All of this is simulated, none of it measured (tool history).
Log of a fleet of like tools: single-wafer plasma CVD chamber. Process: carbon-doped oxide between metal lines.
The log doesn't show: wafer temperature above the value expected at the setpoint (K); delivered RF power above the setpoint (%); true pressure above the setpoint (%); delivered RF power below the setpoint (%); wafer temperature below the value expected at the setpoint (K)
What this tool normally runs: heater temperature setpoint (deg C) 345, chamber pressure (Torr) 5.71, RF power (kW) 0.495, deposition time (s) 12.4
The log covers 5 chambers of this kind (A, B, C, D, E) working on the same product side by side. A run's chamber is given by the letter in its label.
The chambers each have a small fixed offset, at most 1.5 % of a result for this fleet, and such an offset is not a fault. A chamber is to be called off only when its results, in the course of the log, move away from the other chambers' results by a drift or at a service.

| run | hour | heater temperature setpoint (deg C) | chamber pressure (Torr) | RF power (kW) | deposition time (s) | hours since the last thermocouple change | hours since the last RF generator calibration | hours since the last manometer calibration | read-back reference wafer on the same gauge, thickness_nm | mean film thickness on the monitor wafer (nm) |
|---|---|---|---|---|---|---|---|---|---|---|
| 1D | 6.1 | 345 | 5.71 | 0.495 | 12.4 | 1371 | 60.6 | 957.2 | 59.009 | 66.41 |
| 2E | 10.9 | 345 | 5.71 | 0.495 | 12.4 | 188.7 | 1866.9 | 1508.4 | 58.988 | 66.778 |
| 3A | 15.7 | 345 | 5.71 | 0.495 | 12.4 | 826.6 | 189.5 | 805 | 59.001 | 65.732 |
| 4C | 23.1 | 345 | 5.71 | 0.495 | 12.4 | 663.2 | 1975.7 | 1668.5 | 58.996 | 66.209 |
| 5B | 30.9 | 345 | 5 | 0.495 | 12.4 | 380.2 | 1220.5 | 1858.3 | 59.013 | 64.729 |
| 6B | 35.2 | 345 | 5 | 0.495 | 12.4 | 384.5 | 1224.8 | 1862.6 | 59.034 | 65.015 |
| 7D | 40.5 | 345 | 5 | 0.495 | 12.4 | 1405.4 | 95 | 991.6 | 58.991 | 65.351 |
| 8A | 48.9 | 345 | 5 | 0.495 | 12.4 | 859.8 | 222.7 | 838.2 | 58.983 | 64.603 |
| 9E | 55 | 345 | 5 | 0.495 | 12.4 | 232.8 | 1911 | 1552.5 | 59.009 | 65.514 |
|  | 56.5 | chamber A: thermocouple changed; heater temperature recalibrated |
| 10C | 59.5 | 345 | 5.71 | 0.495 | 12.4 | 699.6 | 2012.1 | 1704.9 | 58.983 | 66.637 |
| 11A | 64.1 | 345 | 5.71 | 0.495 | 12.4 | 7.6 | 237.9 | 853.4 | 59.03 | 65.664 |
| 12E | 68.7 | 345 | 5.71 | 0.495 | 12.4 | 246.5 | 1924.7 | 1566.2 | 59.024 | 66.76 |
|  | 69.5 | chamber C: capacitance manometer re-zeroed and calibrated |
| 13B | 75.8 | 345 | 5.71 | 0.495 | 12.4 | 425.1 | 1265.4 | 1903.2 | 59.087 | 65.993 |
| 14C | 80.7 | 345 | 5.71 | 0.495 | 12.4 | 720.8 | 2033.3 | 11.2 | 58.956 | 66.398 |
| 15D | 85.8 | 345 | 5.71 | 0.495 | 12.4 | 1450.7 | 140.3 | 1036.9 | 59.064 | 66.882 |
| 16B | 90.7 | 345 | 5.71 | 0.495 | 12.4 | 440 | 1280.3 | 1918.1 | 59 | 65.967 |
| 17A | 97.9 | 345 | 5.71 | 0.495 | 12.4 | 41.4 | 271.7 | 887.2 | 59.006 | 66.19 |
| 18E | 106.1 | 360 | 5.71 | 0.44 | 12.4 | 283.9 | 1962.1 | 1603.6 | 59.011 | 59.206 |
| 19C | 112.1 | 360 | 5.71 | 0.44 | 12.4 | 752.2 | 2064.7 | 42.6 | 59.018 | 58.599 |
| 20D | 117.8 | 360 | 5.71 | 0.44 | 12.4 | 1482.7 | 172.3 | 1068.9 | 58.961 | 59.126 |
| 21C | 125.8 | 360 | 5.71 | 0.44 | 12.4 | 765.9 | 2078.4 | 56.3 | 58.951 | 59.005 |
| 22E | 131.8 | 360 | 5.71 | 0.44 | 12.4 | 309.6 | 1987.8 | 1629.3 | 58.944 | 58.905 |
| 23A | 141 | 334 | 6.24 | 0.495 | 12.4 | 84.5 | 314.8 | 930.3 | 58.988 | 69.234 |
| 24D | 146.1 | 334 | 6.24 | 0.495 | 12.4 | 1511 | 200.6 | 1097.2 | 58.986 | 69.888 |
| 25B | 150.4 | 334 | 6.24 | 0.495 | 12.4 | 499.7 | 1340 | 1977.8 | 58.961 | 69.127 |
|  | 153.4 | chamber A: capacitance manometer re-zeroed and calibrated |
| 26E | 157.2 | 334 | 6.24 | 0.495 | 12.4 | 335 | 2013.2 | 1654.7 | 58.978 | 70.232 |
| 27B | 162.5 | 334 | 6.24 | 0.495 | 12.4 | 511.8 | 1352.1 | 1989.9 | 59.027 | 69.064 |
| 28C | 167.8 | 345 | 5.71 | 0.495 | 10.4 | 807.9 | 2120.4 | 98.3 | 58.995 | 55.856 |
| 29A | 173.6 | 345 | 5.71 | 0.495 | 10.4 | 117.1 | 347.4 | 20.3 | 59.008 | 55.597 |
| 30D | 178.7 | 345 | 5.71 | 0.495 | 10.4 | 1543.6 | 233.2 | 1129.8 | 58.958 | 55.855 |
| 31A | 187.4 | 345 | 5.71 | 0.495 | 10.4 | 130.9 | 361.2 | 34.1 | 59.015 | 55.582 |
| 32B | 194.2 | 345 | 5.71 | 0.495 | 10.4 | 543.5 | 1383.8 | 2021.6 | 59.023 | 55.393 |
|  | 200.5 | chamber E: RF generator calibrated |
| 33E | 200.5 | 358 | 5.71 | 0.495 | 12.4 | 378.3 | 0 | 1698 | 58.98 | 64.096 |
| 34C | 207.8 | 358 | 5.71 | 0.495 | 12.4 | 847.9 | 2160.4 | 138.3 | 58.999 | 64.175 |
| 35D | 213.5 | 358 | 5.71 | 0.495 | 12.4 | 1578.4 | 268 | 1164.6 | 58.977 | 64.254 |
| 36D | 219.4 | 358 | 5.71 | 0.495 | 12.4 | 1584.3 | 273.9 | 1170.5 | 59.026 | 64.223 |
| 37B | 224.7 | 358 | 5.71 | 0.495 | 12.4 | 574 | 1414.3 | 2052.1 | 59.017 | 63.448 |
| 38A | 231.7 | 345 | 5.71 | 0.495 | 12.4 | 175.2 | 405.5 | 78.4 | 58.984 | 66.091 |
| 39E | 240.7 | 345 | 5.71 | 0.495 | 12.4 | 418.5 | 40.2 | 1738.2 | 58.984 | 66.337 |
| 40C | 245.2 | 345 | 5.71 | 0.495 | 12.4 | 885.3 | 2197.8 | 175.7 | 59.009 | 66.339 |
| 41A | 254.2 | 345 | 5.71 | 0.59 | 14.2 | 197.7 | 428 | 100.9 | 58.962 | 84.226 |
| 42E | 259.4 | 345 | 5.71 | 0.59 | 14.2 | 437.2 | 58.9 | 1756.9 | 58.985 | 84.083 |
| 43B | 265.8 | 345 | 5.71 | 0.59 | 14.2 | 615.1 | 1455.4 | 2093.2 | 59.014 | 84.727 |
| 44D | 273.2 | 345 | 5.71 | 0.59 | 14.2 | 1638.1 | 327.7 | 1224.3 | 59.03 | 84.534 |

Next, all 5 chambers run the settings below, one line each with question marks for the results. What does each chamber give?
| 45A | 279.8 | 345 | 5.71 | 0.59 | 12.4 |  |  |  |  | ? |
| 45B | 279.8 | 345 | 5.71 | 0.59 | 12.4 |  |  |  |  | ? |
| 45C | 279.8 | 345 | 5.71 | 0.59 | 12.4 |  |  |  |  | ? |
| 45D | 279.8 | 345 | 5.71 | 0.59 | 12.4 |  |  |  |  | ? |
| 45E | 279.8 | 345 | 5.71 | 0.59 | 12.4 |  |  |  |  | ? |

| run | mean film thickness on the monitor wafer (nm) |
|---|---|
| 45A | 73.878 |
| 45B | 73.448 |
| 45C | 74.296 |
| 45D | 73.767 |
| 45E | 74.144 |
